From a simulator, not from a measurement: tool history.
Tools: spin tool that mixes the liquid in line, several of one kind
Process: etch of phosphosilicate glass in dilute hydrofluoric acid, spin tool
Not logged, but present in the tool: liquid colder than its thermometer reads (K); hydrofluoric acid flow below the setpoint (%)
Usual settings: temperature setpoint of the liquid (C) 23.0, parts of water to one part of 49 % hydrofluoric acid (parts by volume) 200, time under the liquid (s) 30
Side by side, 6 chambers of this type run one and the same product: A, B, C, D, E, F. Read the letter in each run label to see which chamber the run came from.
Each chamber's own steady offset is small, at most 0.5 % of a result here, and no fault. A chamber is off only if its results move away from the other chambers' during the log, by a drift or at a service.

run	hour	temperature setpoint of the liquid (C)	parts of water to one part of 49 % hydrofluoric acid (parts by volume)	time under the liquid (s)	hours since the thermometer was replaced	hours since the hydrofluoric acid flow meter was replaced	read-back film thickness of the phosphosilicate glass reference wafer, read on the same gauge (nm)	thickness taken off the phosphosilicate glass on a monitor wafer (Å)
1A	10.5	23.0	200	30	1121.8	97.1	59.997	255.24
2E	19.9	23.0	200	30	683.5	955.0	60.004	259.15
3B	26.0	23.0	200	30	1164.3	529.9	59.969	258.56
4D	32.4	23.0	200	30	1415.5	1177.6	59.989	255.17
5C	43.9	23.0	200	30	1124.8	1393.5	60.010	262.96
# hour 44.6: chamber D: hydrofluoric acid flow meter replaced
6F	53.0	23.0	200	30	614.4	251.0	60.001	257.32
7F	63.1	23.0	200	30	624.5	261.1	60.011	257.17
8B	74.9	23.0	200	30	1213.2	578.8	60.012	254.95
9E	80.6	23.0	200	30	744.2	1015.7	59.950	255.66
10A	86.6	23.0	200	30	1197.9	173.2	59.998	260.70
11D	92.4	23.0	200	30	1475.5	47.8	60.042	257.50
12C	101.3	23.0	200	30	1182.2	1450.9	60.003	254.10
13B	107.5	23.0	200	30	1245.8	611.4	59.977	257.85
# hour 107.6: chamber A: thermometer replaced
14F	114.2	23.0	200	30	675.6	312.2	59.987	255.85
15A	125.3	23.0	200	30	17.7	211.9	60.037	252.24
16E	134.1	23.0	200	45	797.7	1069.2	60.034	379.70
17C	143.6	23.0	200	45	1224.5	1493.2	60.013	380.65
18D	150.4	23.0	200	45	1533.5	105.8	59.969	387.98
19F	157.1	23.0	200	45	718.5	355.1	60.032	383.74
20C	162.6	23.0	200	45	1243.5	1512.2	60.010	388.19
21B	173.1	23.0	200	45	1311.4	677.0	59.973	381.19
22E	184.4	23.0	200	30	848.0	1119.5	60.013	252.10
23D	191.5	19.5	200	30	1574.6	146.9	59.980	226.63
24A	202.4	19.5	200	30	94.8	289.0	60.037	223.88
25C	212.1	19.5	200	30	1293.0	1561.7	60.022	222.57
26E	223.5	19.5	200	30	887.1	1158.6	60.026	224.04
27A	229.5	19.5	200	30	121.9	316.1	60.023	222.78
# hour 234.3: chamber B: hydrofluoric acid flow meter replaced
28D	237.4	19.5	200	30	1620.5	192.8	60.014	221.41
# hour 239.5: chamber D: thermometer replaced
29F	248.5	23.0	200	30	809.9	446.5	59.992	255.07
30B	254.2	23.0	200	30	1392.5	20.0	60.017	256.65
31C	263.4	23.0	200	30	1344.3	1613.0	60.028	253.08
32A	274.6	23.0	200	30	167.0	361.2	59.962	261.77
33D	282.4	23.0	200	30	43.0	237.8	59.957	253.09
34B	292.6	23.0	200	30	1430.9	58.4	59.994	259.50
35F	301.7	23.0	200	30	863.1	499.7	59.988	256.19
36E	310.5	23.0	200	30	974.1	1245.6	60.026	254.67

Next, every chamber runs the same settings. What will each give?
37A	319.0	23.0	200	20				?
37B	319.0	23.0	200	20				?
37C	319.0	23.0	200	20				?
37D	319.0	23.0	200	20				?
37E	319.0	23.0	200	20				?
37F	319.0	23.0	200	20				?

run	thickness taken off the phosphosilicate glass on a monitor wafer (Å)
37A	168.63
37B	169.62
37C	169.07
37D	171.54
37E	169.75
37F	170.45

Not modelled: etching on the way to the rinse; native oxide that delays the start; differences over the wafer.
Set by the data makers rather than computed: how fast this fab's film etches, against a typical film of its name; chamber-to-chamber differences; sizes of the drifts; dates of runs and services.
